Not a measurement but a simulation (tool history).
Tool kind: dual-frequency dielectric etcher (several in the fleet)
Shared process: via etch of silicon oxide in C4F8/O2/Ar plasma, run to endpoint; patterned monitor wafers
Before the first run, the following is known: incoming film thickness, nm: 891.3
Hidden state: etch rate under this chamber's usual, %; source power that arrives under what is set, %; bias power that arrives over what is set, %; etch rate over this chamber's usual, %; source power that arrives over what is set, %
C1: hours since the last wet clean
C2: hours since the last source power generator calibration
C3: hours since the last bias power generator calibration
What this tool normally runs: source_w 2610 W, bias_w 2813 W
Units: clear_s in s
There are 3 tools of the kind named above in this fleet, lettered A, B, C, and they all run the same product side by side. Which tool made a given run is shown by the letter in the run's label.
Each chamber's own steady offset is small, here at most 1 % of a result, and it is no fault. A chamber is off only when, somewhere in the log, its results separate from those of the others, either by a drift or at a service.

Run 1C, hour 4.4: usual settings; C1 400.4; C2 2842.6; C3 282.5. Result: clear_s 144.25 s.
Run 2A, hour 10.3: usual settings; C1 159.4; C2 1914.6; C3 3775.3. Result: clear_s 143.23 s.
Run 3B, hour 15.6: usual settings; C1 84.2; C2 792.0; C3 1432.1. Result: clear_s 144.49 s.
Run 4C, hour 18.8: usual settings; C1 414.8; C2 2857.0; C3 296.9. Result: clear_s 144.27 s.
Run 5B, hour 23.1: usual settings; C1 91.7; C2 799.5; C3 1439.6. Result: clear_s 144.06 s.
Run 6A, hour 28.8: usual settings; C1 177.9; C2 1933.1; C3 3793.8. Result: clear_s 143.03 s.
Run 7C, hour 35.8: usual settings but source_w 2220 W, bias_w 3022 W; C1 431.8; C2 2874.0; C3 313.9. Result: clear_s 149.07 s.
Run 8A, hour 39.7: usual settings but source_w 2220 W, bias_w 3022 W; C1 188.8; C2 1944.0; C3 3804.7. Result: clear_s 150.02 s.
Run 9B, hour 43.5: usual settings but source_w 2220 W, bias_w 3022 W; C1 112.1; C2 819.9; C3 1460.0. Result: clear_s 148.42 s.
Run 10B, hour 48.7: usual settings; C1 117.3; C2 825.1; C3 1465.2. Result: clear_s 143.01 s.
Run 11A, hour 55.5: usual settings but source_w 2940 W, bias_w 3190 W; C1 204.6; C2 1959.8; C3 3820.5. Result: clear_s 131.89 s.
Run 12C, hour 61.1: usual settings but source_w 2940 W, bias_w 3190 W; C1 457.1; C2 2899.3; C3 339.2. Result: clear_s 131.29 s.
Run 13B, hour 68.2: usual settings but source_w 2940 W, bias_w 3190 W; C1 136.8; C2 844.6; C3 1484.7. Result: clear_s 131.73 s.
Run 14C, hour 73.0: usual settings; C1 469.0; C2 2911.2; C3 351.1. Result: clear_s 143.65 s.
Run 15A, hour 78.2: usual settings; C1 227.3; C2 1982.5; C3 3843.2. Result: clear_s 143.28 s.
Run 16B, hour 82.2: usual settings; C1 150.8; C2 858.6; C3 1498.7. Result: clear_s 143.76 s.
Run 17A, hour 87.5: usual settings; C1 236.6; C2 1991.8; C3 3852.5. Result: clear_s 143.68 s.
Run 18C, hour 93.9: usual settings; C1 489.9; C2 2932.1; C3 372.0. Result: clear_s 142.37 s.
At hour 97.4: chamber A: bias power generator calibrated.
Run 19C, hour 99.8: usual settings; C1 495.8; C2 2938.0; C3 377.9. Result: clear_s 142.85 s.
Run 20B, hour 103.1: usual settings; C1 171.7; C2 879.5; C3 1519.6. Result: clear_s 144.00 s.
Run 21A, hour 106.9: usual settings; C1 256.0; C2 2011.2; C3 9.6. Result: clear_s 143.68 s.
At hour 108.5: chamber C: wet clean of the chamber.
Run 22A, hour 113.1: usual settings but source_w 2080 W, bias_w 2151 W; C1 262.2; C2 2017.4; C3 15.8. Result: clear_s 170.89 s.
Run 23B, hour 118.5: usual settings but source_w 2080 W, bias_w 2151 W; C1 187.1; C2 894.9; C3 1535.0. Result: clear_s 169.65 s.
Run 24C, hour 124.7: usual settings but source_w 2080 W, bias_w 2151 W; C1 16.2; C2 2962.9; C3 402.8. Result: clear_s 172.54 s.
Run 25B, hour 131.3: usual settings; C1 199.9; C2 907.7; C3 1547.8. Result: clear_s 142.66 s.
Run 26A, hour 135.8: usual settings; C1 284.9; C2 2040.1; C3 38.5. Result: clear_s 145.55 s.
Run 27C, hour 142.4: usual settings; C1 33.9; C2 2980.6; C3 420.5. Result: clear_s 144.60 s.
Run 28B, hour 147.7: usual settings; C1 216.3; C2 924.1; C3 1564.2. Result: clear_s 143.70 s.
Run 29C, hour 151.2: usual settings but source_w 2310 W; C1 42.7; C2 2989.4; C3 429.3. Result: clear_s 150.72 s.
Run 30A, hour 158.2: usual settings but source_w 2310 W; C1 307.3; C2 2062.5; C3 60.9. Result: clear_s 152.55 s.
Run 31C, hour 162.1: usual settings but source_w 2310 W; C1 53.6; C2 3000.3; C3 440.2. Result: clear_s 151.13 s.
Run 32B, hour 166.3: usual settings; C1 234.9; C2 942.7; C3 1582.8. Result: clear_s 144.56 s.
Run 33A, hour 173.1: usual settings; C1 322.2; C2 2077.4; C3 75.8. Result: clear_s 146.57 s.
Run 34C, hour 176.3: usual settings; C1 67.8; C2 3014.5; C3 454.4. Result: clear_s 143.05 s.
Run 35B, hour 183.6: usual settings; C1 252.2; C2 960.0; C3 1600.1. Result: clear_s 143.98 s.
Run 36A, hour 190.3: usual settings but bias_w 3194 W; C1 339.4; C2 2094.6; C3 93.0. Result: clear_s 140.99 s.
Run 37B, hour 195.6: usual settings but bias_w 3194 W; C1 264.2; C2 972.0; C3 1612.1. Result: clear_s 138.25 s.
Run 38A, hour 199.0: usual settings but bias_w 3194 W; C1 348.1; C2 2103.3; C3 101.7. Result: clear_s 141.45 s.

Each of the 3 chambers runs these same settings next. Fill in every chamber's results:
Run 39A, hour 204.2: usual settings. Result: clear_s ?.
Run 39B, hour 204.2: usual settings. Result: clear_s ?.
Run 39C, hour 204.2: usual settings. Result: clear_s ?.

run  clear_s
39A   147.59
39B   144.29
39C   143.34
